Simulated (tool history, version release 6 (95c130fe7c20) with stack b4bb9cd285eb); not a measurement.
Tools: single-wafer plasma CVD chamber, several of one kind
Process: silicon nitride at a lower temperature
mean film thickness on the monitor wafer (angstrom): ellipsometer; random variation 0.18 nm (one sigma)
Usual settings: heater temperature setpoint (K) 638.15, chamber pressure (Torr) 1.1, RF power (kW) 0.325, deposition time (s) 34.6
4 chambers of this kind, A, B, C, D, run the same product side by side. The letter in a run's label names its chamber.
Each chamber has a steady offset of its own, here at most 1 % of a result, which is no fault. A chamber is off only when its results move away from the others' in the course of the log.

| run | hour | heater temperature setpoint (K) | chamber pressure (Torr) | RF power (kW) | deposition time (s) | read-back reference wafer on the same gauge, thickness_nm | mean film thickness on the monitor wafer (angstrom) |
|---|---|---|---|---|---|---|---|
| 1A | 2.8 | 638.15 | 1.1 | 0.325 | 34.6 | 41.196 | 379.72 |
| 2D | 6.2 | 638.15 | 1.1 | 0.325 | 34.6 | 41.182 | 380.74 |
| 3C | 10.7 | 638.15 | 1.1 | 0.325 | 34.6 | 41.188 | 382.22 |
| 4B | 13.8 | 638.15 | 1.1 | 0.325 | 34.6 | 41.205 | 385.91 |
| 5A | 16.7 | 638.15 | 1.1 | 0.325 | 34.6 | 41.222 | 381.58 |
| 6B | 20.8 | 644.15 | 1.1 | 0.325 | 41.2 | 41.198 | 456.42 |
| 7D | 25 | 644.15 | 1.1 | 0.325 | 41.2 | 41.165 | 454.62 |
| 8C | 29.6 | 644.15 | 1.1 | 0.325 | 41.2 | 41.185 | 453.35 |
| 9A | 33.5 | 644.15 | 1.1 | 0.325 | 41.2 | 41.209 | 447.29 |
| 10C | 36.6 | 638.15 | 1.1 | 0.325 | 34.6 | 41.27 | 383.75 |
| 11D | 39.9 | 638.15 | 1.1 | 0.325 | 34.6 | 41.225 | 378.87 |
| 12B | 42.4 | 638.15 | 1.1 | 0.325 | 34.6 | 41.188 | 385.7 |
| 13D | 45.3 | 649.15 | 1.1 | 0.325 | 34.6 | 41.2 | 380.31 |
| 14B | 48.2 | 649.15 | 1.1 | 0.325 | 34.6 | 41.147 | 381.84 |
| 15A | 52.3 | 649.15 | 1.1 | 0.325 | 34.6 | 41.216 | 374.45 |
| 16C | 56 | 649.15 | 1.1 | 0.325 | 34.6 | 41.177 | 382.29 |
| 17A | 59.6 | 638.15 | 1.1 | 0.325 | 34.6 | 41.226 | 372.44 |
| 18C | 63.4 | 638.15 | 1.1 | 0.325 | 34.6 | 41.228 | 382.32 |
| 19B | 66.4 | 638.15 | 1.1 | 0.325 | 34.6 | 41.169 | 385.54 |
| 20D | 69.5 | 638.15 | 1.1 | 0.385 | 34.6 | 41.215 | 422.5 |
| 21A | 72.7 | 638.15 | 1.1 | 0.385 | 34.6 | 41.229 | 416.18 |
| 22B | 75.6 | 638.15 | 1.1 | 0.385 | 34.6 | 41.23 | 430.51 |
| 23D | 78.7 | 638.15 | 1.1 | 0.385 | 34.6 | 41.201 | 425.54 |
| 24C | 81.5 | 638.15 | 1.1 | 0.325 | 34.6 | 41.187 | 381.88 |
| 25C | 84.1 | 627.15 | 1.1 | 0.325 | 36.7 | 41.152 | 408.35 |
| 26D | 87.9 | 627.15 | 1.1 | 0.325 | 36.7 | 41.17 | 406.33 |
| 27B | 90.2 | 627.15 | 1.1 | 0.325 | 36.7 | 41.241 | 409.72 |
| 28A | 92.2 | 627.15 | 1.1 | 0.325 | 36.7 | 41.227 | 390.22 |
| 29B | 95.9 | 638.15 | 1.1 | 0.325 | 34.6 | 41.166 | 383.8 |
| 30A | 98.9 | 638.15 | 1.1 | 0.325 | 34.6 | 41.147 | 365.71 |
| 31C | 103.2 | 638.15 | 1.1 | 0.325 | 34.6 | 41.186 | 381.37 |
| 32D | 106.6 | 638.15 | 1.1 | 0.325 | 34.6 | 41.244 | 379.63 |
| 33D | 110.8 | 638.15 | 1.1 | 0.325 | 34.6 | 41.23 | 381.7 |
| 34B | 114.6 | 638.15 | 1.1 | 0.325 | 39.9 | 41.189 | 443.31 |
|  | 115 | chamber B: RF generator calibrated |
| 35A | 118.9 | 638.15 | 1.1 | 0.325 | 39.9 | 41.223 | 418.93 |
| 36C | 121.8 | 638.15 | 1.1 | 0.325 | 39.9 | 41.218 | 441.56 |
| 37C | 124.1 | 638.15 | 1.1 | 0.325 | 39.9 | 41.169 | 446.93 |
| 38D | 128.6 | 638.15 | 1.1 | 0.325 | 34.6 | 41.206 | 379.61 |
| 39B | 131.2 | 638.15 | 1.1 | 0.325 | 34.6 | 41.159 | 382.81 |
| 40A | 133.4 | 638.15 | 1.1 | 0.325 | 34.6 | 41.247 | 363.76 |

Is one chamber off against the others, does the gauge drift, or is nothing wrong? If a chamber is off, say which, and what the likeliest cause is.

Chamber A drifts away from the others.
Cause: delivered RF power below the setpoint (%) = 7.91.

Here are 4 candidates for chamber A's next run, each the usual settings with a change, their results left as question marks. Which one brings its results back in line with what the others give on the usual settings?
In line means no further than this from the other chambers' mean on the usual settings: mean film thickness on the monitor wafer (angstrom) 6.2
| 41A-1 | 136.8 | 638.15 | 1.12 | 0.335 | 35.9 |  | ? |
| 41A-2 | 136.8 | 638.15 | 1.08 | 0.315 | 34.6 |  | ? |
| 41A-3 | 136.8 | 638.15 | 1.08 | 0.315 | 33.3 |  | ? |
| 41A-4 | 136.8 | 638.15 | 1.11 | 0.33 | 35.1 |  | ? |

The other chambers' mean on the usual settings: mean film thickness on the monitor wafer (angstrom) 383.57
| run | mean film thickness on the monitor wafer (angstrom) |
|---|---|
| 41A-1 | 385.73 |
| 41A-2 | 352.82 |
| 41A-3 | 339.59 |
| 41A-4 | 372.4 |
41A-1 brings the chamber back in line.
